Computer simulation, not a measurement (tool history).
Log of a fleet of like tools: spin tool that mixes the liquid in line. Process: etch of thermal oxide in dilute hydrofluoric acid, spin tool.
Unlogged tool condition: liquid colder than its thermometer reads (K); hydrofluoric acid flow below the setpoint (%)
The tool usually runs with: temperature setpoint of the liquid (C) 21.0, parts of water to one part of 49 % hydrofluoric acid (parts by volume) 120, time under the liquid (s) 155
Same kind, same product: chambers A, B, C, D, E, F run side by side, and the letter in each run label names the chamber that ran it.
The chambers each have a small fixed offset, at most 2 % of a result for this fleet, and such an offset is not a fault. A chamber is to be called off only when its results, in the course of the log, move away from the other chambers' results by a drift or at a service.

run     day  temperature setpoint of the liquid (C)  parts of water to one part of 49 % hydrofluoric acid (parts by volume)  time under the liquid (s)  hours since the thermometer was replaced  hours since the hydrofluoric acid flow meter was replaced  read-back film thickness of the thermal oxide reference wafer, read on the same gauge (nm)  thickness taken off the thermal oxide on a monitor wafer (angstrom)
 1B   0.338                                    21.0                                                                     120                        155                                    1735.7                                                       95.2                                                                                      39.999                                                               49.793
 2A   0.679                                    21.0                                                                     120                        155                                     751.9                                                      485.6                                                                                      39.996                                                               50.689
 3D   0.929                                    21.0                                                                     120                        155                                    1366.4                                                      301.2                                                                                      40.017                                                               49.322
 4F   1.329                                    21.0                                                                     120                        155                                    1030.8                                                      448.0                                                                                      39.980                                                               49.256
      1.346  -- chamber E: hydrofluoric acid flow meter replaced
 5E   1.712                                    21.0                                                                     120                        155                                     585.2                                                        8.9                                                                                      40.009                                                               51.126
 6C   1.950                                    21.0                                                                     120                        155                                     839.7                                                      587.5                                                                                      40.006                                                               49.976
 7D   2.262                                    21.0                                                                     120                        155                                    1398.4                                                      333.2                                                                                      39.994                                                               49.475
      2.271  -- chamber F: thermometer replaced
 8E   2.458                                    21.0                                                                     120                        155                                     603.1                                                       26.8                                                                                      39.981                                                               50.168
 9B   2.717                                    21.0                                                                     120                        155                                    1792.8                                                      152.3                                                                                      39.993                                                               50.314
10A   3.092                                    21.0                                                                     120                        155                                     809.8                                                      543.5                                                                                      39.995                                                               49.934
11F   3.492                                    21.0                                                                     120                        155                                      29.3                                                      499.9                                                                                      39.982                                                               49.136
12C   3.754                                    21.0                                                                     120                        155                                     883.0                                                      630.8                                                                                      40.002                                                               50.702
13B   4.029                                    21.0                                                                     120                        155                                    1824.3                                                      183.8                                                                                      39.990                                                               50.264
14C   4.304                                    21.0                                                                     120                        155                                     896.2                                                      644.0                                                                                      40.008                                                               50.181
15D   4.725                                    21.0                                                                     120                        155                                    1457.5                                                      392.3                                                                                      40.009                                                               48.824
16F   4.942                                    21.0                                                                     120                        155                                      64.1                                                      534.7                                                                                      39.999                                                               49.198
17E   5.250                                    21.0                                                                     120                        155                                     670.1                                                       93.8                                                                                      40.018                                                               50.254
18A   5.504                                    21.0                                                                     120                        155                                     867.7                                                      601.4                                                                                      39.987                                                               49.966
19A   5.762                                    21.0                                                                     120                        155                                     873.9                                                      607.6                                                                                      39.969                                                               50.455
20B   6.092                                    21.0                                                                     120                         95                                    1873.8                                                      233.3                                                                                      39.995                                                               29.941
21F   6.446                                    21.0                                                                     120                         95                                     100.2                                                      570.8                                                                                      39.981                                                               29.658
22D   6.850                                    21.0                                                                     120                         95                                    1508.5                                                      443.3                                                                                      39.998                                                               30.509
23C   7.183                                    21.0                                                                     120                         95                                     965.3                                                      713.1                                                                                      39.986                                                               30.479
24E   7.379                                    21.0                                                                     120                         95                                     721.2                                                      144.9                                                                                      40.005                                                               30.977
25E   7.650                                    21.0                                                                     120                         95                                     727.7                                                      151.4                                                                                      39.974                                                               30.570
26C   7.942                                    21.0                                                                     120                        155                                     983.5                                                      731.3                                                                                      40.024                                                               50.218
27D   8.346                                    21.0                                                                     120                        155                                    1544.4                                                      479.2                                                                                      39.981                                                               49.684
28B   8.767                                    22.5                                                                     120                         85                                    1938.0                                                      297.5                                                                                      40.017                                                               28.863
29A   9.083                                    22.5                                                                     120                         85                                     953.6                                                      687.3                                                                                      39.988                                                               29.369
30F   9.304                                    22.5                                                                     120                         85                                     168.8                                                      639.4                                                                                      40.027                                                               27.390
31E   9.721                                    22.5                                                                     120                         85                                     777.4                                                      201.1                                                                                      39.986                                                               29.186
32A  10.121                                    22.5                                                                     120                         85                                     978.5                                                      712.2                                                                                      40.015                                                               29.101
33F  10.412                                    22.5                                                                     120                         85                                     195.4                                                      666.0                                                                                      40.034                                                               26.510
34C  10.600                                    21.0                                                                     120                        155                                    1047.3                                                      795.1                                                                                      39.993                                                               50.449
35D  10.817                                    21.0                                                                     120                        155                                    1603.7                                                      538.5                                                                                      40.028                                                               48.909
     11.050  -- chamber B: thermometer replaced
36B  11.204                                    21.0                                                                     175                        155                                       3.8                                                      356.0                                                                                      40.030                                                               32.204
37C  11.567                                    21.0                                                                     175                        155                                    1070.5                                                      818.3                                                                                      39.991                                                               32.627
38E  11.888                                    21.0                                                                     175                        155                                     829.4                                                      253.1                                                                                      39.975                                                               32.779
39D  12.167                                    21.0                                                                     175                        155                                    1636.1                                                      570.9                                                                                      40.014                                                               31.872
40A  12.438                                    21.0                                                                     175                        155                                    1034.1                                                      767.8                                                                                      40.003                                                               32.009
41B  12.642                                    21.0                                                                     175                        155                                      38.3                                                      390.5                                                                                      40.033                                                               32.127
42F  12.938                                    21.0                                                                     120                        155                                     256.0                                                      726.6                                                                                      40.011                                                               44.483
43E  13.325                                    19.5                                                                     120                        155                                     863.9                                                      287.6                                                                                      40.014                                                               46.797

For the next run the whole fleet of 6 chambers uses the same settings. Give each chamber's results:
44A  13.633                                    21.0                                                                     120                        100                                                                                                                                                                                                                                                                     ?
44B  13.633                                    21.0                                                                     120                        100                                                                                                                                                                                                                                                                     ?
44C  13.633                                    21.0                                                                     120                        100                                                                                                                                                                                                                                                                     ?
44D  13.633                                    21.0                                                                     120                        100                                                                                                                                                                                                                                                                     ?
44E  13.633                                    21.0                                                                     120                        100                                                                                                                                                                                                                                                                     ?
44F  13.633                                    21.0                                                                     120                        100                                                                                                                                                                                                                                                                     ?

run  thickness taken off the thermal oxide on a monitor wafer (angstrom)
44A                                                               32.122
44B                                                               32.249
44C                                                               32.113
44D                                                               31.762
44E                                                               32.497
44F                                                               28.599
